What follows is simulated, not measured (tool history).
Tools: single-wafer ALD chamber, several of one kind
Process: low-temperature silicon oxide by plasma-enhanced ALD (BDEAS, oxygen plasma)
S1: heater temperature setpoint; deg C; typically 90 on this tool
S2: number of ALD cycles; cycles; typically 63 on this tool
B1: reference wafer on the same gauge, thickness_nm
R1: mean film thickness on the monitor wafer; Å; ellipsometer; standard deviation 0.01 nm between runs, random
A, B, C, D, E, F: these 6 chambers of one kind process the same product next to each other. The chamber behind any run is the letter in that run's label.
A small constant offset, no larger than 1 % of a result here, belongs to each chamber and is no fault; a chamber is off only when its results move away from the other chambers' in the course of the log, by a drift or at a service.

Run 1E, day 0.225: usual settings; B1 9.2514. Result: R1 93.013 Å.
Run 2B, day 0.367: usual settings; B1 9.2467. Result: R1 93.305 Å.
Run 3D, day 0.654: usual settings; B1 9.2479. Result: R1 93.495 Å.
Run 4F, day 0.925: usual settings; B1 9.2441. Result: R1 94.018 Å.
Run 5C, day 1.242: usual settings; B1 9.2448. Result: R1 93.405 Å.
Run 6A, day 1.521: usual settings; B1 9.2449. Result: R1 93.102 Å.
Run 7A, day 1.812: usual settings; B1 9.2397. Result: R1 92.937 Å.
Run 8F, day 1.958: usual settings; B1 9.2441. Result: R1 93.948 Å.
Run 9C, day 2.262: usual settings but S1 75 deg C; B1 9.2418. Result: R1 98.36 Å.
Run 10E, day 2.433: usual settings but S1 75 deg C; B1 9.2398. Result: R1 97.642 Å.
Run 11B, day 2.596: usual settings but S1 75 deg C; B1 9.2382. Result: R1 98.037 Å.
Run 12D, day 2.733: usual settings but S1 75 deg C; B1 9.2411. Result: R1 98.28 Å.
Run 13A, day 2.925: usual settings but S1 75 deg C; B1 9.2358. Result: R1 97.947 Å.
Run 14F, day 3.158: usual settings but S1 75 deg C; B1 9.2386. Result: R1 98.903 Å.
Run 15B, day 3.333: usual settings; B1 9.2369. Result: R1 92.845 Å.
Run 16D, day 3.521: usual settings; B1 9.2385. Result: R1 93.349 Å.
Run 17E, day 3.712: usual settings but S1 102 deg C; B1 9.2348. Result: R1 89.36 Å.
Run 18C, day 3.9: usual settings but S1 102 deg C; B1 9.2338. Result: R1 89.692 Å.
Run 19B, day 4.162: usual settings but S1 102 deg C; B1 9.2298. Result: R1 89.489 Å.
Run 20D, day 4.392: usual settings but S1 102 deg C; B1 9.232. Result: R1 89.869 Å.
Run 21A, day 4.55: usual settings but S1 102 deg C; B1 9.2303. Result: R1 89.386 Å.
Run 22F, day 4.829: usual settings but S1 102 deg C; B1 9.2276. Result: R1 90.076 Å.
Run 23C, day 5.138: usual settings; B1 9.2287. Result: R1 93.141 Å.
Run 24E, day 5.375: usual settings; B1 9.228. Result: R1 92.846 Å.
Run 25C, day 5.592: usual settings; B1 9.226. Result: R1 93.221 Å.
Run 26E, day 5.867: usual settings; B1 9.2245. Result: R1 92.775 Å.
Run 27B, day 6.017: usual settings; B1 9.2244. Result: R1 92.833 Å.
Run 28A, day 6.158: usual settings but S1 79 deg C, S2 54 cycles; B1 9.2239. Result: R1 82.68 Å.
Run 29F, day 6.342: usual settings but S1 79 deg C, S2 54 cycles; B1 9.2192. Result: R1 83.557 Å.
Run 30D, day 6.525: usual settings but S1 79 deg C, S2 54 cycles; B1 9.2241. Result: R1 82.927 Å.
Run 31D, day 6.825: usual settings but S1 79 deg C, S2 54 cycles; B1 9.2181. Result: R1 82.967 Å.
Run 32C, day 7.012: usual settings but S1 79 deg C, S2 54 cycles; B1 9.2206. Result: R1 83.104 Å.
Run 33A, day 7.283: usual settings but S1 79 deg C, S2 54 cycles; B1 9.2222. Result: R1 82.564 Å.
Run 34E, day 7.604: usual settings; B1 9.2182. Result: R1 92.791 Å.
Run 35F, day 7.867: usual settings; B1 9.2164. Result: R1 93.753 Å.
Run 36B, day 8.017: usual settings; B1 9.2158. Result: R1 92.769 Å.
Run 37B, day 8.246: usual settings; B1 9.2135. Result: R1 92.881 Å.
Run 38E, day 8.388: usual settings; B1 9.2166. Result: R1 92.856 Å.
Run 39F, day 8.696: usual settings; B1 9.2132. Result: R1 93.776 Å.
Run 40C, day 8.95: usual settings; B1 9.2115. Result: R1 93.088 Å.
Run 41A, day 9.125: usual settings; B1 9.2126. Result: R1 92.589 Å.
Run 42D, day 9.317: usual settings; B1 9.2097. Result: R1 93.163 Å.
Run 43B, day 9.467: usual settings; B1 9.2082. Result: R1 92.743 Å.
Run 44D, day 9.662: usual settings; B1 9.2107. Result: R1 92.884 Å.

Read the log: is a single chamber off, either drifting away or since a service, is the gauge that measures every chamber drifting, or is nothing wrong beyond small per-chamber offsets? Name any odd chamber and what most likely caused it.

No chamber is off; the gauge reading every chamber's wafers drifts, which makes the whole fleet appear to move together.
Cause: gauge reads low (%) = 0.453.
